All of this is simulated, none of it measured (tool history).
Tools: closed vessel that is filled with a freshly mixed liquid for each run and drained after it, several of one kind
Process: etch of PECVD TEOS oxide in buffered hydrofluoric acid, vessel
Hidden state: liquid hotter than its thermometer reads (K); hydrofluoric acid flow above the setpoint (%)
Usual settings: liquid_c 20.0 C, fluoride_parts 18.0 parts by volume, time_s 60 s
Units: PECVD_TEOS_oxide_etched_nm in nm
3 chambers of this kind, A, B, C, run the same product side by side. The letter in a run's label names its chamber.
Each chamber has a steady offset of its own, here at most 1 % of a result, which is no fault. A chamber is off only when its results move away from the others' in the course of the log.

run,hour,liquid_c,fluoride_parts,time_s,hours since the thermometer was replaced,hours since the hydrofluoric acid flow meter was replaced,"read-back film thickness of the PECVD TEOS oxide reference wafer, read on the same gauge (nm)",PECVD_TEOS_oxide_etched_nm
1C,3.0,20.0,18.0,60,580.6,76.2,60.009,53.770
2A,6.7,20.0,18.0,60,602.7,488.6,59.996,53.066
3B,12.1,20.0,18.0,60,231.5,1513.2,59.990,52.915
4C,15.3,20.0,18.0,60,592.9,88.5,60.017,53.237
5B,20.7,20.0,18.0,60,240.1,1521.8,59.995,53.698
6A,25.9,20.0,18.0,60,621.9,507.8,60.003,53.201
7B,28.8,20.0,18.0,60,248.2,1529.9,60.004,53.716
8A,31.6,24.5,18.0,60,627.6,513.5,59.962,68.768
9C,35.5,24.5,18.0,60,613.1,108.7,59.985,67.489
10B,39.7,24.5,18.0,60,259.1,1540.8,60.008,67.722
11C,43.6,20.0,18.0,60,621.2,116.8,59.982,53.304
12A,46.4,20.0,18.0,40,642.4,528.3,59.996,35.739
13A,49.8,20.0,18.0,40,645.8,531.7,59.989,35.288
14C,54.6,20.0,18.0,40,632.2,127.8,60.002,35.301
15B,59.9,20.0,18.0,60,279.3,1561.0,60.007,53.584
16A,63.4,20.0,20.5,45,659.4,545.3,60.011,35.702
17B,67.8,20.0,20.5,45,287.2,1568.9,60.015,35.412
18C,70.4,20.0,20.5,45,648.0,143.6,59.993,35.395
19C,74.9,20.0,18.0,60,652.5,148.1,59.987,53.091
20A,78.6,20.0,18.0,60,674.6,560.5,59.980,53.888
21B,83.0,20.0,18.0,60,302.4,1584.1,60.000,54.245
22C,86.9,20.0,18.0,60,664.5,160.1,59.969,53.085
23A,90.4,20.0,18.0,60,686.4,572.3,59.978,52.930
24B,94.8,20.0,18.0,60,314.2,1595.9,60.021,56.630
25B,98.1,20.0,18.0,60,317.5,1599.2,59.974,54.906
26A,102.2,20.0,18.0,60,698.2,584.1,59.997,52.538
27C,106.9,20.0,18.0,60,684.5,180.1,60.008,52.403
28A,111.2,20.0,18.0,60,707.2,593.1,60.008,53.585
29C,116.4,20.0,18.0,60,694.0,189.6,60.005,53.774
30B,122.1,20.0,18.0,60,341.5,1623.2,60.000,57.058
# hour 125.6: chamber A: thermometer replaced
31A,126.4,20.0,18.0,60,0.8,608.3,59.991,53.459
32C,130.8,20.0,18.0,60,708.4,204.0,59.999,52.773
33B,134.8,20.0,18.0,60,354.2,1635.9,60.012,58.815
34A,138.4,20.0,18.0,60,12.8,620.3,60.005,52.876
35C,142.9,20.0,18.0,60,720.5,216.1,60.006,54.362

What goes on in this fleet: one chamber off, a drifting gauge, or nothing beyond the chambers' own small offsets? Name the chamber and the cause, if any.

Chamber B drifts away from the others.
Cause: liquid hotter than its thermometer reads (K) = 1.76.
The log may not tell that from: hydrofluoric acid flow above the setpoint (%).

Here are 4 candidates for chamber B's next run, each the usual settings with a change, their results left as question marks. Which one brings its results back in line with what the others give on the usual settings?
In line means no further than this from the other chambers' mean on the usual settings: PECVD_TEOS_oxide_etched_nm 1.900 nm
36B-1,147.2,20.5,17.0,65,,,,?
36B-2,147.2,19.5,19.0,55,,,,?
36B-3,147.2,20.0,17.5,65,,,,?
36B-4,147.2,20.0,20.0,60,,,,?

The other chambers' mean on the usual settings: PECVD_TEOS_oxide_etched_nm 53.071 nm
run,PECVD_TEOS_oxide_etched_nm
36B-1,68.867
36B-2,49.333
36B-3,65.076
36B-4,52.591
36B-4 brings the chamber back in line.

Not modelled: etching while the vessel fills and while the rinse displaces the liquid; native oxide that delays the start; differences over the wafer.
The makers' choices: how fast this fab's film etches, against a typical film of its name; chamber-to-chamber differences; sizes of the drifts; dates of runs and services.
